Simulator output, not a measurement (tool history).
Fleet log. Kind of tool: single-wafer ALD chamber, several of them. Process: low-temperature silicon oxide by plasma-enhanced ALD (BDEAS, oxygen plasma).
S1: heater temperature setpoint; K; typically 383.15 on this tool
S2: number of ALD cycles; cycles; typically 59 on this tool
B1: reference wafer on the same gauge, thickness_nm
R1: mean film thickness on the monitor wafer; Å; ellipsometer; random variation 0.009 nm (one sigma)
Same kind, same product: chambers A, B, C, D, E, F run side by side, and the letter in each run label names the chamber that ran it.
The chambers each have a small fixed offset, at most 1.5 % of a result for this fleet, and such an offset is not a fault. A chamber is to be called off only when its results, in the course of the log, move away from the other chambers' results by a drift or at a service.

Run 1C, day 0.388: usual settings; B1 7.4987. Result: R1 82.800 Å.
Run 2B, day 0.925: usual settings; B1 7.5012. Result: R1 82.677 Å.
Run 3D, day 1.283: usual settings; B1 7.4985. Result: R1 83.715 Å.
Run 4E, day 1.871: usual settings; B1 7.4975. Result: R1 81.670 Å.
Run 5A, day 2.212: usual settings; B1 7.4954. Result: R1 82.986 Å.
Run 6F, day 2.717: usual settings; B1 7.4952. Result: R1 83.134 Å.
Run 7B, day 3.217: usual settings; B1 7.4930. Result: R1 82.699 Å.
Run 8E, day 3.796: usual settings; B1 7.4932. Result: R1 81.895 Å.
Run 9C, day 4.346: usual settings; B1 7.4925. Result: R1 82.867 Å.
Run 10D, day 4.854: usual settings but S1 373.15 K, S2 67 cycles; B1 7.4932. Result: R1 96.713 Å.
Run 11F, day 5.333: usual settings but S1 373.15 K, S2 67 cycles; B1 7.4915. Result: R1 96.058 Å.
Run 12A, day 5.767: usual settings but S1 373.15 K, S2 67 cycles; B1 7.4902. Result: R1 95.660 Å.
Run 13B, day 6.058: usual settings but S1 373.15 K, S2 67 cycles; B1 7.4890. Result: R1 95.623 Å.
Run 14C, day 6.667: usual settings but S1 373.15 K, S2 67 cycles; B1 7.4887. Result: R1 95.764 Å.
Run 15D, day 7.071: usual settings but S1 373.15 K, S2 67 cycles; B1 7.4882. Result: R1 96.726 Å.
Run 16A, day 7.517: usual settings; B1 7.4861. Result: R1 82.999 Å.
Run 17F, day 7.958: usual settings; B1 7.4858. Result: R1 82.941 Å.
Run 18E, day 8.275: usual settings; B1 7.4839. Result: R1 81.682 Å.
Run 19B, day 8.638: usual settings; B1 7.4842. Result: R1 82.539 Å.
Run 20E, day 9.125: usual settings; B1 7.4829. Result: R1 81.709 Å.
At day 9.446: chamber F: thermocouple changed; heater temperature recalibrated.
Run 21C, day 9.683: usual settings; B1 7.4821. Result: R1 82.538 Å.
Run 22A, day 10.242: usual settings; B1 7.4832. Result: R1 82.763 Å.
Run 23F, day 10.579: usual settings; B1 7.4806. Result: R1 83.000 Å.
Run 24D, day 10.925: usual settings; B1 7.4831. Result: R1 83.427 Å.
Run 25D, day 11.333: usual settings; B1 7.4815. Result: R1 83.589 Å.
Run 26E, day 11.833: usual settings; B1 7.4797. Result: R1 81.533 Å.
Run 27C, day 12.121: usual settings; B1 7.4796. Result: R1 82.454 Å.
Run 28A, day 12.633: usual settings but S1 374.15 K; B1 7.4812. Result: R1 84.188 Å.
Run 29F, day 13.146: usual settings but S1 374.15 K; B1 7.4763. Result: R1 84.265 Å.
Run 30B, day 13.467: usual settings but S1 374.15 K; B1 7.4748. Result: R1 84.135 Å.
Run 31B, day 13.817: usual settings but S1 374.15 K; B1 7.4775. Result: R1 84.073 Å.
Run 32C, day 14.258: usual settings but S1 374.15 K; B1 7.4751. Result: R1 83.938 Å.
Run 33E, day 14.817: usual settings but S1 374.15 K; B1 7.4747. Result: R1 83.009 Å.
Run 34F, day 15.325: usual settings but S1 374.15 K; B1 7.4730. Result: R1 84.164 Å.
Run 35A, day 15.862: usual settings but S1 374.15 K; B1 7.4719. Result: R1 83.998 Å.
Run 36D, day 16.438: usual settings but S1 374.15 K; B1 7.4712. Result: R1 84.704 Å.
Run 37B, day 16.892: usual settings but S1 374.15 K; B1 7.4713. Result: R1 83.791 Å.
Run 38C, day 17.300: usual settings but S1 374.15 K; B1 7.4715. Result: R1 83.712 Å.
Run 39F, day 17.725: usual settings but S1 374.15 K; B1 7.4698. Result: R1 84.166 Å.
Run 40D, day 18.250: usual settings; B1 7.4675. Result: R1 83.093 Å.
Run 41E, day 18.858: usual settings; B1 7.4670. Result: R1 81.498 Å.
Run 42A, day 19.225: usual settings; B1 7.4673. Result: R1 82.609 Å.

Is one chamber off against the others, does the gauge drift, or is nothing wrong? If a chamber is off, say which, and what the likeliest cause is.

None of the chambers is off. What moves is the gauge, dragging all their readings along together.
Most likely cause: gauge reads low (%) = 0.446.
